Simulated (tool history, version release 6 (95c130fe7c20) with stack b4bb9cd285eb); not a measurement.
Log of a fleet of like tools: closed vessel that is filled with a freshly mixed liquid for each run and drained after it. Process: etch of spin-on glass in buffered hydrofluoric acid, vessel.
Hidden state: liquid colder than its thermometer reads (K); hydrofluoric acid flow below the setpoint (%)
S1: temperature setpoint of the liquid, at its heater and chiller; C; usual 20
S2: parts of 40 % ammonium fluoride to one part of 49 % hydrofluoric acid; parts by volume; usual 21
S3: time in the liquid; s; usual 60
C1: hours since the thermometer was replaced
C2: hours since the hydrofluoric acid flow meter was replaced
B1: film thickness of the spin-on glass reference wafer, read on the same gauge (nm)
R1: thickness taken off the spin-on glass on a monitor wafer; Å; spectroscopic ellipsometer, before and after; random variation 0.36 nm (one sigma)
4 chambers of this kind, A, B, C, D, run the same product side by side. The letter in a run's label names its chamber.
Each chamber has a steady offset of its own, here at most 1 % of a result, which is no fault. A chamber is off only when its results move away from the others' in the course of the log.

run 1C hour=11.6 | S1=20 S2=21 S3=60 | C1=85.5 C2=1589.3 | B1=120.01 | R1=496.31
run 2A hour=19.3 | S1=20 S2=21 S3=60 | C1=1097.8 C2=431.2 | B1=120.02 | R1=509.18
run 3D hour=28.4 | S1=20 S2=21 S3=60 | C1=946.7 C2=652.4 | B1=119.99 | R1=500.9
run 4B hour=37.8 | S1=20 S2=21 S3=60 | C1=594.4 C2=436 | B1=120 | R1=498.86
run 5C hour=48.5 | S1=20 S2=21 S3=60 | C1=122.4 C2=1626.2 | B1=119.99 | R1=502.14
run 6B hour=56.6 | S1=20 S2=21 S3=60 | C1=613.2 C2=454.8 | B1=120.01 | R1=505.49
run 7A hour=64.7 | S1=20 S2=21 S3=60 | C1=1143.2 C2=476.6 | B1=120.02 | R1=505.1
run 8D hour=73.3 | S1=20 S2=21 S3=60 | C1=991.6 C2=697.3 | B1=120 | R1=498.86
run 9B hour=79.8 | S1=20 S2=21 S3=60 | C1=636.4 C2=478 | B1=119.99 | R1=503.74
run 10C hour=89.9 | S1=20 S2=21 S3=60 | C1=163.8 C2=1667.6 | B1=120.01 | R1=503.17
run 11A hour=97.3 | S1=20 S2=21 S3=60 | C1=1175.8 C2=509.2 | B1=119.99 | R1=500.77
run 12D hour=104.4 | S1=20 S2=21 S3=60 | C1=1022.7 C2=728.4 | B1=119.98 | R1=497.49
run 13B hour=115.2 | S1=22 S2=27.5 S3=60 | C1=671.8 C2=513.4 | B1=120.02 | R1=461.5
run 14C hour=124.1 | S1=22 S2=27.5 S3=60 | C1=198 C2=1701.8 | B1=120.02 | R1=466.41
run 15A hour=133.4 | S1=22 S2=27.5 S3=60 | C1=1211.9 C2=545.3 | B1=119.99 | R1=468.04
run 16D hour=140.8 | S1=22 S2=27.5 S3=60 | C1=1059.1 C2=764.8 | B1=120.03 | R1=466.31
run 17A hour=151 | S1=20 S2=21 S3=60 | C1=1229.5 C2=562.9 | B1=119.98 | R1=502.87
run 18B hour=160.2 | S1=20 S2=21 S3=60 | C1=716.8 C2=558.4 | B1=120 | R1=490.69
run 19D hour=166.4 | S1=20 S2=21 S3=60 | C1=1084.7 C2=790.4 | B1=120.02 | R1=496.98
run 20C hour=177.9 | S1=20 S2=21 S3=60 | C1=251.8 C2=1755.6 | B1=119.98 | R1=499.26
run 21C hour=185.3 | S1=18 S2=21 S3=60 | C1=259.2 C2=1763 | B1=120.02 | R1=444.77
run 22A hour=196.7 | S1=18 S2=21 S3=60 | C1=1275.2 C2=608.6 | B1=120 | R1=449.71
run 23B hour=206.9 | S1=18 S2=21 S3=60 | C1=763.5 C2=605.1 | B1=120.02 | R1=428.61
run 24D hour=212.3 | S1=18 S2=21 S3=60 | C1=1130.6 C2=836.3 | B1=120 | R1=446.53
run 25D hour=219.2 | S1=17 S2=21 S3=90 | C1=1137.5 C2=843.2 | B1=119.98 | R1=628.51
run 26C hour=229.1 | S1=17 S2=21 S3=90 | C1=303 C2=1806.8 | B1=120.01 | R1=632.75
-- hour=230.4 chamber A: thermometer replaced
run 27B hour=234.7 | S1=17 S2=21 S3=90 | C1=791.3 C2=632.9 | B1=120 | R1=603.65
run 28A hour=243.6 | S1=17 S2=21 S3=90 | C1=13.2 C2=655.5 | B1=120.01 | R1=632.92
run 29A hour=251 | S1=20 S2=21 S3=60 | C1=20.6 C2=662.9 | B1=119.99 | R1=504.26
run 30C hour=262.8 | S1=20 S2=21 S3=60 | C1=336.7 C2=1840.5 | B1=120.01 | R1=498.23
run 31D hour=272.6 | S1=20 S2=21 S3=60 | C1=1190.9 C2=896.6 | B1=120 | R1=502.13
run 32B hour=280 | S1=24 S2=21 S3=90 | C1=836.6 C2=678.2 | B1=120 | R1=862.73

What goes on in this fleet: one chamber off, a drifting gauge, or nothing beyond the chambers' own small offsets? Name the chamber and the cause, if any.

Chamber B drifts away from the others.
Cause: hydrofluoric acid flow below the setpoint (%) = 11.
The log may not tell that from: liquid colder than its thermometer reads (K).

Here are 4 candidates for chamber B's next run, each the usual settings with a change, their results left as question marks. Which one brings its results back in line with what the others give on the usual settings?
In line means no further than this from the other chambers' mean on the usual settings: R1 12 Å
run 33B-1 hour=288.5 | S1=20 S2=17 S3=60 | R1=?
run 33B-2 hour=288.5 | S1=17 S2=21 S3=60 | R1=?
run 33B-3 hour=288.5 | S1=20 S2=19 S3=60 | R1=?
run 33B-4 hour=288.5 | S1=20 S2=21 S3=55 | R1=?

The other chambers' mean on the usual settings: R1 501.07 Å
run=33B-1 R1=547.31
run=33B-2 R1=391.17
run=33B-3 R1=498.73
run=33B-4 R1=426.18
33B-3 brings the chamber back in line.
